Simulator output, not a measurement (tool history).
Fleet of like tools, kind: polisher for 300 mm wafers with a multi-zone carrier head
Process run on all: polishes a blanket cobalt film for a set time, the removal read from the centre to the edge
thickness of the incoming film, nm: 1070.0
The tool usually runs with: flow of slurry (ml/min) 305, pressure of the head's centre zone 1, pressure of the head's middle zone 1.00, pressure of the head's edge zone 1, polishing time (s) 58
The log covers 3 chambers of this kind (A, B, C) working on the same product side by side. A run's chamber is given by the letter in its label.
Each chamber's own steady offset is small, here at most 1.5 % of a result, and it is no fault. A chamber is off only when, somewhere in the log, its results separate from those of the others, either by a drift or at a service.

run,day,flow of slurry (ml/min),pressure of the head's centre zone,pressure of the head's middle zone,pressure of the head's edge zone,polishing time (s),film removed at the wafer's centre (nm),film removed at mid-radius (nm),film removed at the wafer's edge (nm)
# day 0.238: chamber C: worn pad replaced by a new one
1B,0.538,305,1,1.00,1,58,321.08,319.64,313.60
2C,0.904,305,1,1.00,1,58,320.58,319.93,324.28
3A,1.300,305,1,1.00,1,58,321.33,315.32,316.25
# day 1.550: chamber B: worn pad replaced by a new one
# day 1.612: chamber A: worn pad replaced by a new one
4C,1.862,305,1,1.00,1,58,319.07,314.73,319.22
# day 2.075: chamber C: worn pad replaced by a new one
5A,2.467,305,1,1.00,1,58,319.58,314.98,320.08
6B,3.071,305,1,1.00,1,58,313.15,322.96,312.52
# day 3.500: chamber B: edge zone pressure recalibrated
7A,3.521,305,1,1.00,1,58,315.58,317.21,314.68
# day 3.921: chamber B: worn pad replaced by a new one
8C,4.088,305,1,1.06,1,58,314.63,336.33,315.21
# day 4.117: chamber C: worn pad replaced by a new one
# day 4.279: chamber A: worn pad replaced by a new one
9B,4.550,305,1,1.06,1,58,317.84,338.05,313.08
# day 4.962: chamber A: slurry nozzle cleaned
10A,4.967,305,1,1.06,1,58,319.80,336.22,315.47
# day 5.246: chamber B: slurry nozzle cleaned
11C,5.483,305,1,1.00,1,58,312.38,318.21,323.17
12B,6.033,305,1,1.00,1,45,247.35,245.01,245.87
# day 6.262: chamber B: worn pad replaced by a new one
# day 6.375: chamber C: worn pad replaced by a new one
13B,6.604,305,1,1.00,1,45,249.64,245.90,245.68
# day 6.967: chamber A: worn pad replaced by a new one
# day 6.996: chamber A: centre zone pressure recalibrated
14C,7.054,305,1,1.00,1,45,249.84,244.64,248.17
# day 7.083: chamber B: centre zone pressure recalibrated
15A,7.338,305,1,1.00,1,58,319.95,312.59,315.92
16B,7.767,305,1,1.00,1,58,316.70,317.83,313.51
# day 8.246: chamber C: worn pad replaced by a new one
# day 8.254: chamber B: worn pad replaced by a new one
17C,8.325,305,1,1.00,1,58,319.65,316.31,324.78
18A,8.712,305,1,1.00,1,58,319.86,317.99,309.41
# day 8.750: chamber C: centre zone pressure recalibrated
19B,9.029,305,1,1.00,1,58,323.13,318.49,316.41
20C,9.638,305,1,1.00,1,58,318.31,315.81,320.69
# day 9.679: chamber A: worn pad replaced by a new one
21A,10.079,305,1,1.00,1,58,318.70,315.57,314.27
22A,10.358,305,1,1.00,1,58,317.69,314.72,318.84
# day 10.696: chamber C: worn pad replaced by a new one
23C,10.733,305,1,1.00,1,58,324.70,315.53,319.77

Has any chamber moved away from the others, gradually or after a service, or does the common gauge drift, or do the chambers differ only by their own small steady offsets? State the chamber and the most likely cause if one applies.

Nothing is wrong: each chamber keeps only its own small, steady offset and the gauge holds still.
